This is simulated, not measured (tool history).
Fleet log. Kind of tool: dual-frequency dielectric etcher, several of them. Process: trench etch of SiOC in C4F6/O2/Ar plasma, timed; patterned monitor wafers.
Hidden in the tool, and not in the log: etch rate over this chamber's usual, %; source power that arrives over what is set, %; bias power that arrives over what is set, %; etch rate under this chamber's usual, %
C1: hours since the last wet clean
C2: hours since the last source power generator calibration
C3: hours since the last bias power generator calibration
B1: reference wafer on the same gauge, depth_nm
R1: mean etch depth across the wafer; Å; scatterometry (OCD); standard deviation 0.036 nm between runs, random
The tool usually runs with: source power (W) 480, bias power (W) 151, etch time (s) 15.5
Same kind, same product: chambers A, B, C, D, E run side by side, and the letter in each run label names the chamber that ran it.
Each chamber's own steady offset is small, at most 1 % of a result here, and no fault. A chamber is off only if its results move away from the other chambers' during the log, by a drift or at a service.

{"run": "1C", "hour": 8.7, "source power (W)": 480, "bias power (W)": 151, "etch time (s)": 15.5, "C1": 502.4, "C2": 1401.8, "C3": 2830.1, "B1": 30.501, "R1": 327.2}
{"run": "2D", "hour": 14.0, "source power (W)": 480, "bias power (W)": 151, "etch time (s)": 15.5, "C1": 270.9, "C2": 1451.3, "C3": 2404, "B1": 30.509, "R1": 327.54}
{"run": "3B", "hour": 18.6, "source power (W)": 480, "bias power (W)": 151, "etch time (s)": 15.5, "C1": 355.7, "C2": 4539.2, "C3": 295, "B1": 30.507, "R1": 330.02}
{"run": "4A", "hour": 23.4, "source power (W)": 480, "bias power (W)": 151, "etch time (s)": 15.5, "C1": 60.8, "C2": 804.9, "C3": 316, "B1": 30.513, "R1": 325.53}
{"run": "5E", "hour": 27.9, "source power (W)": 480, "bias power (W)": 151, "etch time (s)": 15.5, "C1": 71.9, "C2": 801.6, "C3": 3277.1, "B1": 30.521, "R1": 328.82}
{"run": "6E", "hour": 35.8, "source power (W)": 480, "bias power (W)": 151, "etch time (s)": 15.5, "C1": 79.8, "C2": 809.5, "C3": 3285, "B1": 30.525, "R1": 328.11}
{"run": "7C", "hour": 41.4, "source power (W)": 480, "bias power (W)": 151, "etch time (s)": 15.5, "C1": 535.1, "C2": 1434.5, "C3": 2862.8, "B1": 30.514, "R1": 327.66}
{"run": "8A", "hour": 46.9, "source power (W)": 480, "bias power (W)": 151, "etch time (s)": 15.5, "C1": 84.3, "C2": 828.4, "C3": 339.5, "B1": 30.527, "R1": 325.64}
{"run": "9D", "hour": 56.1, "source power (W)": 480, "bias power (W)": 151, "etch time (s)": 15.5, "C1": 313, "C2": 1493.4, "C3": 2446.1, "B1": 30.535, "R1": 327.75}
{"hour": 63.6, "done": "chamber B: wet clean of the chamber"}
{"run": "10B", "hour": 64.3, "source power (W)": 480, "bias power (W)": 151, "etch time (s)": 15.5, "C1": 0.7, "C2": 4584.9, "C3": 340.7, "B1": 30.53, "R1": 330.87}
{"run": "11E", "hour": 71.3, "source power (W)": 480, "bias power (W)": 151, "etch time (s)": 15.5, "C1": 115.3, "C2": 845, "C3": 3320.5, "B1": 30.54, "R1": 328.46}
{"run": "12B", "hour": 77.3, "source power (W)": 480, "bias power (W)": 151, "etch time (s)": 15.5, "C1": 13.7, "C2": 4597.9, "C3": 353.7, "B1": 30.543, "R1": 331.01}
{"hour": 80.5, "done": "chamber D: wet clean of the chamber"}
{"run": "13D", "hour": 81.6, "source power (W)": 480, "bias power (W)": 151, "etch time (s)": 15.5, "C1": 1.2, "C2": 1518.9, "C3": 2471.6, "B1": 30.541, "R1": 327.61}
{"hour": 84.8, "done": "chamber C: wet clean of the chamber"}
{"run": "14A", "hour": 86.1, "source power (W)": 480, "bias power (W)": 151, "etch time (s)": 15.5, "C1": 123.5, "C2": 867.6, "C3": 378.7, "B1": 30.543, "R1": 325.86}
{"run": "15C", "hour": 92.7, "source power (W)": 480, "bias power (W)": 151, "etch time (s)": 15.5, "C1": 8, "C2": 1485.8, "C3": 2914.1, "B1": 30.554, "R1": 328.54}
{"run": "16E", "hour": 99.8, "source power (W)": 480, "bias power (W)": 151, "etch time (s)": 15.5, "C1": 143.8, "C2": 873.5, "C3": 3349, "B1": 30.56, "R1": 328.66}
{"run": "17B", "hour": 106.1, "source power (W)": 480, "bias power (W)": 151, "etch time (s)": 15.5, "C1": 42.5, "C2": 4626.7, "C3": 382.5, "B1": 30.567, "R1": 331.16}
{"run": "18C", "hour": 115.2, "source power (W)": 480, "bias power (W)": 151, "etch time (s)": 15.5, "C1": 30.5, "C2": 1508.3, "C3": 2936.6, "B1": 30.569, "R1": 327.92}
{"run": "19D", "hour": 121.4, "source power (W)": 440, "bias power (W)": 151, "etch time (s)": 12, "C1": 41, "C2": 1558.7, "C3": 2511.4, "B1": 30.571, "R1": 245.4}
{"run": "20A", "hour": 129.2, "source power (W)": 440, "bias power (W)": 151, "etch time (s)": 12, "C1": 166.6, "C2": 910.7, "C3": 421.8, "B1": 30.574, "R1": 244.29}
{"run": "21C", "hour": 134.5, "source power (W)": 440, "bias power (W)": 151, "etch time (s)": 12, "C1": 49.8, "C2": 1527.6, "C3": 2955.9, "B1": 30.58, "R1": 245.62}
{"run": "22B", "hour": 142.6, "source power (W)": 440, "bias power (W)": 151, "etch time (s)": 12, "C1": 79, "C2": 4663.2, "C3": 419, "B1": 30.576, "R1": 247.53}
{"run": "23E", "hour": 147.5, "source power (W)": 440, "bias power (W)": 151, "etch time (s)": 12, "C1": 191.5, "C2": 921.2, "C3": 3396.7, "B1": 30.585, "R1": 246.46}
{"run": "24D", "hour": 155.3, "source power (W)": 480, "bias power (W)": 151, "etch time (s)": 15.5, "C1": 74.9, "C2": 1592.6, "C3": 2545.3, "B1": 30.593, "R1": 327.94}
{"run": "25A", "hour": 162.9, "source power (W)": 480, "bias power (W)": 151, "etch time (s)": 15.5, "C1": 200.3, "C2": 944.4, "C3": 455.5, "B1": 30.592, "R1": 326.58}
{"run": "26E", "hour": 171.7, "source power (W)": 410, "bias power (W)": 151, "etch time (s)": 15.5, "C1": 215.7, "C2": 945.4, "C3": 3420.9, "B1": 30.592, "R1": 309.37}
{"run": "27B", "hour": 180.9, "source power (W)": 410, "bias power (W)": 151, "etch time (s)": 15.5, "C1": 117.3, "C2": 4701.5, "C3": 457.3, "B1": 30.598, "R1": 311.65}
{"run": "28D", "hour": 187.9, "source power (W)": 410, "bias power (W)": 151, "etch time (s)": 15.5, "C1": 107.5, "C2": 1625.2, "C3": 2577.9, "B1": 30.609, "R1": 309.19}
{"run": "29C", "hour": 196.6, "source power (W)": 410, "bias power (W)": 151, "etch time (s)": 15.5, "C1": 111.9, "C2": 1589.7, "C3": 3018, "B1": 30.61, "R1": 308.65}
{"run": "30A", "hour": 201.6, "source power (W)": 410, "bias power (W)": 151, "etch time (s)": 15.5, "C1": 239, "C2": 983.1, "C3": 494.2, "B1": 30.607, "R1": 306.85}
{"run": "31A", "hour": 208.5, "source power (W)": 480, "bias power (W)": 151, "etch time (s)": 15.5, "C1": 245.9, "C2": 990, "C3": 501.1, "B1": 30.615, "R1": 326.55}
{"run": "32E", "hour": 216.1, "source power (W)": 540, "bias power (W)": 151, "etch time (s)": 15.5, "C1": 260.1, "C2": 989.8, "C3": 3465.3, "B1": 30.616, "R1": 345.36}
{"run": "33B", "hour": 222.1, "source power (W)": 540, "bias power (W)": 151, "etch time (s)": 15.5, "C1": 158.5, "C2": 4742.7, "C3": 498.5, "B1": 30.623, "R1": 347.03}
{"run": "34D", "hour": 227.0, "source power (W)": 540, "bias power (W)": 151, "etch time (s)": 15.5, "C1": 146.6, "C2": 1664.3, "C3": 2617, "B1": 30.623, "R1": 344.43}
{"run": "35C", "hour": 236.4, "source power (W)": 540, "bias power (W)": 151, "etch time (s)": 15.5, "C1": 151.7, "C2": 1629.5, "C3": 3057.8, "B1": 30.63, "R1": 345.16}

Next, every chamber runs the same settings. What will each give?
{"run": "36A", "hour": 243.5, "source power (W)": 480, "bias power (W)": 151, "etch time (s)": 15.5, "R1": "?"}
{"run": "36B", "hour": 243.5, "source power (W)": 480, "bias power (W)": 151, "etch time (s)": 15.5, "R1": "?"}
{"run": "36C", "hour": 243.5, "source power (W)": 480, "bias power (W)": 151, "etch time (s)": 15.5, "R1": "?"}
{"run": "36D", "hour": 243.5, "source power (W)": 480, "bias power (W)": 151, "etch time (s)": 15.5, "R1": "?"}
{"run": "36E", "hour": 243.5, "source power (W)": 480, "bias power (W)": 151, "etch time (s)": 15.5, "R1": "?"}

run=36A R1=326.1
run=36B R1=331.62
run=36C R1=329.14
run=36D R1=328.81
run=36E R1=329.82
